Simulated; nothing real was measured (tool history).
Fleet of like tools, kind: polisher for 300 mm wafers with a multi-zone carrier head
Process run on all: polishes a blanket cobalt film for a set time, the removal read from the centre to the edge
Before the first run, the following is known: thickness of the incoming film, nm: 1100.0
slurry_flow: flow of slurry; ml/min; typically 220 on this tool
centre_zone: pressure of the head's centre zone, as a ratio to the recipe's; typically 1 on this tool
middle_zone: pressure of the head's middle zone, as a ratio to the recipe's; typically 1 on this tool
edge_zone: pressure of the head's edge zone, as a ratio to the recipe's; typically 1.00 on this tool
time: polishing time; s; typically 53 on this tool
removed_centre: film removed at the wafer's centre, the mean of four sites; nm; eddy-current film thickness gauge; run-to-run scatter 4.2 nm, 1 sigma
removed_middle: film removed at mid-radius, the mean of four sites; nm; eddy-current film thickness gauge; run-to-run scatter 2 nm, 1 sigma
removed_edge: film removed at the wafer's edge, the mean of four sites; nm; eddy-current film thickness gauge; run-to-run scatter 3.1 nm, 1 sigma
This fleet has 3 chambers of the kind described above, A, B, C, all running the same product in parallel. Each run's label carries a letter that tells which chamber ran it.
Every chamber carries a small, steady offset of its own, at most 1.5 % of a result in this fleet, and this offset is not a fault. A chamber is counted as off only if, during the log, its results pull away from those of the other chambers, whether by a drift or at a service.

| run | hour | slurry_flow | centre_zone | middle_zone | edge_zone | time | wafers polished on this pad | hours since the slurry nozzle was cleaned | hours since the centre zone pressure was calibrated | hours since the edge zone pressure was calibrated | removed_centre | removed_middle | removed_edge |
|---|---|---|---|---|---|---|---|---|---|---|---|---|---|
| 1C | 3.0 | 220 | 1 | 1 | 1.00 | 53 | 875 | 192.6 | 666.6 | 22.7 | 284.64 | 289.44 | 290.56 |
| 2A | 5.5 | 220 | 1 | 1 | 1.00 | 53 | 348 | 285.1 | 338.3 | 724.4 | 289.23 | 295.79 | 290.79 |
| 3B | 8.1 | 220 | 1 | 1 | 1.00 | 53 | 142 | 349.2 | 351.2 | 761.9 | 291.70 | 293.72 | 291.05 |
| 4B | 11.8 | 220 | 1 | 1 | 1.00 | 53 | 168 | 352.9 | 354.9 | 765.6 | 293.27 | 296.49 | 294.51 |
| 5C | 16.1 | 220 | 1 | 1 | 1.00 | 53 | 967 | 205.7 | 679.7 | 35.8 | 296.47 | 290.58 | 291.28 |
| 6A | 18.5 | 220 | 1 | 1 | 1.00 | 53 | 439 | 298.1 | 351.3 | 737.4 | 288.89 | 293.57 | 290.93 |
| 7B | 22.3 | 220 | 1 | 1 | 1.00 | 53 | 241 | 363.4 | 365.4 | 776.1 | 288.30 | 290.50 | 294.19 |
| 8A | 24.9 | 220 | 1 | 1 | 1.00 | 53 | 484 | 304.5 | 357.7 | 743.8 | 287.70 | 294.21 | 290.59 |
| 9C | 28.4 | 220 | 1 | 1 | 1.00 | 53 | 1054 | 218.0 | 692.0 | 48.1 | 293.32 | 282.91 | 288.68 |
| 10B | 31.8 | 220 | 1 | 1 | 1.00 | 53 | 308 | 372.9 | 374.9 | 785.6 | 287.33 | 290.71 | 289.16 |
| 11C | 34.0 | 220 | 1 | 1 | 0.92 | 38 | 1093 | 223.6 | 697.6 | 53.7 | 201.53 | 201.06 | 192.66 |
| 12A | 37.9 | 220 | 1 | 1 | 0.92 | 38 | 575 | 317.5 | 370.7 | 756.8 | 210.69 | 210.19 | 203.67 |
| 13A | 41.7 | 220 | 1 | 1 | 0.92 | 38 | 602 | 321.3 | 374.5 | 760.6 | 208.61 | 207.06 | 202.12 |
| 14C | 45.3 | 220 | 1 | 1 | 1.00 | 53 | 1173 | 234.9 | 708.9 | 65.0 | 281.95 | 272.44 | 276.00 |
| 15B | 49.6 | 220 | 1 | 1 | 1.00 | 53 | 433 | 390.7 | 392.7 | 803.4 | 298.82 | 295.52 | 289.43 |
| 16C | 52.0 | 220 | 1 | 1 | 1.00 | 53 | 1220 | 241.6 | 715.6 | 71.7 | 277.39 | 270.47 | 276.34 |
| 17A | 54.8 | 220 | 1 | 1 | 1.00 | 53 | 694 | 334.4 | 387.6 | 773.7 | 295.90 | 289.63 | 295.47 |
| 18B | 57.9 | 220 | 1 | 1 | 1.00 | 53 | 492 | 399.0 | 401.0 | 811.7 | 290.67 | 294.70 | 290.25 |
| 19C | 60.2 | 220 | 1 | 1 | 1.00 | 53 | 1277 | 249.8 | 723.8 | 79.9 | 265.42 | 267.89 | 272.59 |
| 20B | 62.2 | 220 | 1 | 1 | 1.00 | 53 | 522 | 403.3 | 405.3 | 816.0 | 283.80 | 288.14 | 291.01 |
| 21A | 64.4 | 220 | 1 | 1 | 1.00 | 53 | 762 | 344.0 | 397.2 | 783.3 | 295.34 | 290.67 | 294.07 |

All 3 chambers run these settings next. Forecast each chamber's results:
| 22A | 67.6 | 220 | 1 | 1 | 1.00 | 53 |  |  |  |  | ? | ? | ? |
| 22B | 67.6 | 220 | 1 | 1 | 1.00 | 53 |  |  |  |  | ? | ? | ? |
| 22C | 67.6 | 220 | 1 | 1 | 1.00 | 53 |  |  |  |  | ? | ? | ? |

| run | removed_centre | removed_middle | removed_edge |
|---|---|---|---|
| 22A | 291.70 | 292.26 | 295.31 |
| 22B | 294.68 | 290.98 | 299.37 |
| 22C | 269.75 | 264.34 | 267.32 |

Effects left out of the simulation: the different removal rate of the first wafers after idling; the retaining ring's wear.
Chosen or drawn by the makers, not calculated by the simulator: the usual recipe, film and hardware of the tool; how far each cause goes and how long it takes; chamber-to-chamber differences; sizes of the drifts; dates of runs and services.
